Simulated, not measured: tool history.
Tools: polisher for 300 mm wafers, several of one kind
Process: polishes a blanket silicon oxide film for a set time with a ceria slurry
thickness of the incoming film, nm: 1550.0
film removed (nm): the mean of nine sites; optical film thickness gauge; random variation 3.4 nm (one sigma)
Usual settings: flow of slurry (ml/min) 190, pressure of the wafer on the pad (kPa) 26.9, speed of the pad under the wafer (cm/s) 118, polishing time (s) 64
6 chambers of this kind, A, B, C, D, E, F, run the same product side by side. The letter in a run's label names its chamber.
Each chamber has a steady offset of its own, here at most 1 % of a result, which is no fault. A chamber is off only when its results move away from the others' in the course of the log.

run   hour  flow of slurry (ml/min)  pressure of the wafer on the pad (kPa)  speed of the pad under the wafer (cm/s)  polishing time (s)  wafers polished on this pad  hours since the slurry nozzle was cleaned  hours since the head pressure was calibrated  film removed (nm)
 1D    4.8                      190                                    26.9                                      118                  64                          855                                      278.7                                         621.5             461.79
       5.5  -- chamber A: worn pad replaced by a new one
 2C    7.2                      190                                    26.9                                      118                  64                          187                                      525.2                                         628.2              459.3
 3A     12                      190                                    26.9                                      118                  64                           56                                      141.8                                         689.1             457.89
 4E     16                      190                                    26.9                                      118                  64                          556                                        424                                         760.1             469.99
 5F   20.6                      190                                    26.9                                      118                  64                          280                                      369.4                                         158.2             464.42
 6B   23.5                      190                                    26.9                                      118                  64                          517                                      112.6                                           163             461.02
 7E   26.2                      190                                    26.9                                      118                  64                          644                                      434.2                                         770.3             464.49
 8C   29.4                      190                                    26.9                                      118                  64                          378                                      547.4                                         650.4             465.49
 9F   32.4                      190                                    26.9                                      118                  64                          381                                      381.2                                           170             465.57
10A   34.9                      190                                    26.9                                      118                  64                          253                                      164.7                                           712              463.3
      35.8  -- chamber D: worn pad replaced by a new one
11B   38.6                      190                                    33.8                                      118                  64                          647                                      127.7                                         178.1             575.31
12D   41.4                      190                                    33.8                                      118                  64                           48                                      315.3                                         658.1             579.94
13C   44.4                      190                                    33.8                                      118                  64                          508                                      562.4                                         665.4             578.63
      44.9  -- chamber D: head pressure recalibrated
14A   48.2                      190                                    33.8                                      118                  64                          368                                        178                                         725.3             577.54
15B   53.3                      190                                    33.8                                      118                  64                          774                                      142.4                                         192.8             584.01
16D   56.6                      190                                    33.8                                      118                  64                          179                                      330.5                                          11.8             574.19
17E   59.6                      190                                    26.9                                      118                  64                          931                                      467.6                                         803.7             465.62
      62.9  -- chamber C: head pressure recalibrated
18F     64                      190                                    26.9                                      118                  64                          653                                      412.8                                         201.6              460.6
19B   68.8                      190                                    26.9                                      118                  64                          907                                      157.9                                         208.3             451.33
      71.2  -- chamber A: worn pad replaced by a new one
20C   72.3                      190                                    26.9                                      118                  71                          748                                      590.3                                           9.5             519.08
21A     75                      190                                    26.9                                      118                  71                           33                                      204.8                                         752.1             505.98
      76.1  -- chamber E: worn pad replaced by a new one
22E   80.4                      190                                    26.9                                      118                  71                           37                                      488.4                                         824.5             513.43
23F   85.5                      190                                    26.9                                      118                  71                          838                                      434.3                                         223.1             510.86
      87.9  -- chamber C: worn pad replaced by a new one
24D   90.1                      190                                    26.9                                      118                  71                          467                                        364                                          45.3             513.64
25F   93.6                      190                                    26.9                                      118                  71                          908                                      442.4                                         231.2             509.78
26C   97.6                      190                                    26.9                                      130                  82                           84                                      615.6                                          34.8                654
27D  101.1                      190                                    26.9                                      130                  82                          562                                        375                                          56.3             642.53
28A    105                      190                                    26.9                                      130                  82                          291                                      234.8                                         782.1             656.44
29B  107.4                      190                                    26.9                                      130                  82                         1240                                      196.5                                         246.9              624.8
30E  111.7                      190                                    26.9                                      130                  82                          306                                      519.7                                         855.8             657.82
31A  114.4                      190                                    26.9                                      130                  82                          372                                      244.2                                         791.5             653.73
32E  118.9                      190                                    26.9                                      118                  64                          368                                      526.9                                           863             463.57
33D  122.8                      190                                    26.9                                      118                  64                          749                                      396.7                                            78             464.71
34C  125.7                      190                                    26.9                                      118                  64                          325                                      643.7                                          62.9             456.94
35B  128.3                      190                                    26.9                                      118                  64                         1419                                      217.4                                         267.8             437.51
36F  133.4                      190                                    26.9                                      118                  64                         1251                                      482.2                                           271             462.04
37E  137.9                      190                                    26.9                                      118                  52                          532                                      545.9                                           882             378.71
     138.9  -- chamber F: worn pad replaced by a new one
38A  143.3                      190                                    26.9                                      118                  52                          621                                      273.1                                         820.4             373.34
39C  146.2                      190                                    26.9                                      118                  52                          502                                      664.2                                          83.4             375.46
40F  150.3                      190                                    26.9                                      118                  52                           98                                      499.1                                         287.9             376.46
41B    153                      190                                    26.9                                      118                  52                         1632                                      242.1                                         292.5             349.87
42D  156.9                      190                                    26.9                                      118                  52                         1042                                      430.8                                         112.1             376.93
43E  159.6                      190                                    26.9                                      118                  64                          719                                      567.6                                         903.7             467.21
44B  164.4                      190                                    26.9                                      118                  64                         1730                                      253.5                                         303.9             428.07

Next, every chamber runs the same settings. What will each give?
45A  168.3                      190                                    26.9                                      118                  64                                                                                                                                        ?
45B  168.3                      190                                    26.9                                      118                  64                                                                                                                                        ?
45C  168.3                      190                                    26.9                                      118                  64                                                                                                                                        ?
45D  168.3                      190                                    26.9                                      118                  64                                                                                                                                        ?
45E  168.3                      190                                    26.9                                      118                  64                                                                                                                                        ?
45F  168.3                      190                                    26.9                                      118                  64                                                                                                                                        ?

run  film removed (nm)
45A             462.11
45B              427.1
45C             462.53
45D             462.18
45E             467.48
45F             462.47
